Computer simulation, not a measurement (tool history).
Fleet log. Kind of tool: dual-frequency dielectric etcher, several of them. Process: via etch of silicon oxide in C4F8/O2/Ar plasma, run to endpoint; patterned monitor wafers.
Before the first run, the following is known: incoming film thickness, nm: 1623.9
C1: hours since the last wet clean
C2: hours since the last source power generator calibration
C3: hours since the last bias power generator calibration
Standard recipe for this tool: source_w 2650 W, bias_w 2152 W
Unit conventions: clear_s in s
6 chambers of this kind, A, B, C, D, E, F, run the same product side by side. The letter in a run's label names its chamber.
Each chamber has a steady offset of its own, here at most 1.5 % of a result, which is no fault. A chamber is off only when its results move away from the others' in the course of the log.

{"run": "1A", "hour": 6.8, "source_w": 2650, "bias_w": 2152, "C1": 175.4, "C2": 2036.8, "C3": 3670.7, "clear_s": 278.89}
{"hour": 8.4, "done": "chamber E: wet clean of the chamber"}
{"run": "2B", "hour": 15.4, "source_w": 2650, "bias_w": 2152, "C1": 344.9, "C2": 883.0, "C3": 3925.7, "clear_s": 281.94}
{"run": "3E", "hour": 23.7, "source_w": 2650, "bias_w": 2152, "C1": 15.3, "C2": 2662.1, "C3": 831.7, "clear_s": 281.26}
{"run": "4F", "hour": 31.3, "source_w": 2650, "bias_w": 2152, "C1": 153.2, "C2": 2494.2, "C3": 477.4, "clear_s": 276.4}
{"run": "5D", "hour": 42.2, "source_w": 2650, "bias_w": 2152, "C1": 297.5, "C2": 1678.4, "C3": 2721.2, "clear_s": 279.17}
{"run": "6C", "hour": 52.8, "source_w": 2650, "bias_w": 2152, "C1": 71.8, "C2": 1548.4, "C3": 2133.0, "clear_s": 280.91}
{"run": "7B", "hour": 62.0, "source_w": 2650, "bias_w": 2152, "C1": 391.5, "C2": 929.6, "C3": 3972.3, "clear_s": 280.73}
{"run": "8E", "hour": 70.4, "source_w": 2650, "bias_w": 2152, "C1": 62.0, "C2": 2708.8, "C3": 878.4, "clear_s": 282.76}
{"run": "9A", "hour": 79.3, "source_w": 2650, "bias_w": 2152, "C1": 247.9, "C2": 2109.3, "C3": 3743.2, "clear_s": 280.88}
{"run": "10C", "hour": 85.0, "source_w": 2650, "bias_w": 2152, "C1": 104.0, "C2": 1580.6, "C3": 2165.2, "clear_s": 282.08}
{"run": "11D", "hour": 92.4, "source_w": 2650, "bias_w": 2152, "C1": 347.7, "C2": 1728.6, "C3": 2771.4, "clear_s": 281.68}
{"run": "12F", "hour": 98.8, "source_w": 2650, "bias_w": 2152, "C1": 220.7, "C2": 2561.7, "C3": 544.9, "clear_s": 278.94}
{"run": "13C", "hour": 105.1, "source_w": 2000, "bias_w": 2152, "C1": 124.1, "C2": 1600.7, "C3": 2185.3, "clear_s": 316.11}
{"hour": 105.5, "done": "chamber A: source power generator calibrated"}
{"run": "14F", "hour": 115.0, "source_w": 2000, "bias_w": 2152, "C1": 236.9, "C2": 2577.9, "C3": 561.1, "clear_s": 309.44}
{"run": "15A", "hour": 126.2, "source_w": 2000, "bias_w": 2152, "C1": 294.8, "C2": 20.8, "C3": 3790.1, "clear_s": 312.64}
{"run": "16B", "hour": 136.7, "source_w": 2000, "bias_w": 2152, "C1": 466.2, "C2": 1004.3, "C3": 4047.0, "clear_s": 313.64}
{"run": "17E", "hour": 147.2, "source_w": 2000, "bias_w": 2152, "C1": 138.8, "C2": 2785.6, "C3": 955.2, "clear_s": 314.5}
{"run": "18D", "hour": 157.6, "source_w": 2000, "bias_w": 2152, "C1": 412.9, "C2": 1793.8, "C3": 2836.6, "clear_s": 313.98}
{"run": "19F", "hour": 162.8, "source_w": 2650, "bias_w": 2152, "C1": 284.7, "C2": 2625.7, "C3": 608.9, "clear_s": 277.22}
{"run": "20A", "hour": 170.8, "source_w": 2650, "bias_w": 2152, "C1": 339.4, "C2": 65.4, "C3": 3834.7, "clear_s": 279.94}
{"hour": 180.3, "done": "chamber F: wet clean of the chamber"}
{"run": "21E", "hour": 182.1, "source_w": 2650, "bias_w": 2152, "C1": 173.7, "C2": 2820.5, "C3": 990.1, "clear_s": 281.65}
{"run": "22C", "hour": 191.1, "source_w": 2650, "bias_w": 1930, "C1": 210.1, "C2": 1686.7, "C3": 2271.3, "clear_s": 291.0}
{"run": "23B", "hour": 202.2, "source_w": 2650, "bias_w": 1930, "C1": 531.7, "C2": 1069.8, "C3": 4112.5, "clear_s": 289.33}
{"run": "24D", "hour": 207.8, "source_w": 2650, "bias_w": 1930, "C1": 463.1, "C2": 1844.0, "C3": 2886.8, "clear_s": 285.35}
{"run": "25E", "hour": 215.1, "source_w": 2650, "bias_w": 1930, "C1": 206.7, "C2": 2853.5, "C3": 1023.1, "clear_s": 290.04}
{"run": "26A", "hour": 221.8, "source_w": 2650, "bias_w": 1930, "C1": 390.4, "C2": 116.4, "C3": 3885.7, "clear_s": 289.9}
{"run": "27F", "hour": 231.6, "source_w": 2650, "bias_w": 1930, "C1": 51.3, "C2": 2694.5, "C3": 677.7, "clear_s": 287.82}
{"run": "28B", "hour": 240.1, "source_w": 2650, "bias_w": 2152, "C1": 569.6, "C2": 1107.7, "C3": 4150.4, "clear_s": 280.38}
{"hour": 243.2, "done": "chamber B: wet clean of the chamber"}
{"run": "29C", "hour": 248.4, "source_w": 2650, "bias_w": 2152, "C1": 267.4, "C2": 1744.0, "C3": 2328.6, "clear_s": 280.47}
{"run": "30D", "hour": 254.2, "source_w": 3040, "bias_w": 2152, "C1": 509.5, "C2": 1890.4, "C3": 2933.2, "clear_s": 261.67}
{"run": "31A", "hour": 261.7, "source_w": 3040, "bias_w": 2152, "C1": 430.3, "C2": 156.3, "C3": 3925.6, "clear_s": 264.85}
{"run": "32E", "hour": 271.0, "source_w": 3040, "bias_w": 2152, "C1": 262.6, "C2": 2909.4, "C3": 1079.0, "clear_s": 266.9}
{"run": "33D", "hour": 277.7, "source_w": 3040, "bias_w": 2152, "C1": 533.0, "C2": 1913.9, "C3": 2956.7, "clear_s": 263.73}
{"run": "34B", "hour": 286.7, "source_w": 3040, "bias_w": 2152, "C1": 43.6, "C2": 1154.3, "C3": 4197.0, "clear_s": 267.36}
{"run": "35F", "hour": 292.8, "source_w": 3040, "bias_w": 2152, "C1": 112.5, "C2": 2755.7, "C3": 738.9, "clear_s": 261.59}
{"run": "36C", "hour": 299.3, "source_w": 2310, "bias_w": 2152, "C1": 318.3, "C2": 1794.9, "C3": 2379.5, "clear_s": 297.11}
{"run": "37E", "hour": 309.0, "source_w": 2310, "bias_w": 2152, "C1": 300.6, "C2": 2947.4, "C3": 1117.0, "clear_s": 297.65}
{"run": "38F", "hour": 315.3, "source_w": 2310, "bias_w": 2152, "C1": 135.0, "C2": 2778.2, "C3": 761.4, "clear_s": 292.14}
{"run": "39B", "hour": 323.6, "source_w": 2310, "bias_w": 2152, "C1": 80.5, "C2": 1191.2, "C3": 4233.9, "clear_s": 298.53}
{"run": "40D", "hour": 334.4, "source_w": 2310, "bias_w": 2152, "C1": 589.7, "C2": 1970.6, "C3": 3013.4, "clear_s": 291.26}
{"run": "41C", "hour": 344.0, "source_w": 2310, "bias_w": 2152, "C1": 363.0, "C2": 1839.6, "C3": 2424.2, "clear_s": 297.46}

Each of the 6 chambers runs these same settings next. Fill in every chamber's results:
{"run": "42A", "hour": 352.2, "source_w": 2650, "bias_w": 2396, "clear_s": "?"}
{"run": "42B", "hour": 352.2, "source_w": 2650, "bias_w": 2396, "clear_s": "?"}
{"run": "42C", "hour": 352.2, "source_w": 2650, "bias_w": 2396, "clear_s": "?"}
{"run": "42D", "hour": 352.2, "source_w": 2650, "bias_w": 2396, "clear_s": "?"}
{"run": "42E", "hour": 352.2, "source_w": 2650, "bias_w": 2396, "clear_s": "?"}
{"run": "42F", "hour": 352.2, "source_w": 2650, "bias_w": 2396, "clear_s": "?"}

run=42A clear_s=270.94
run=42B clear_s=272.94
run=42C clear_s=271.17
run=42D clear_s=266.21
run=42E clear_s=272.34
run=42F clear_s=269.23
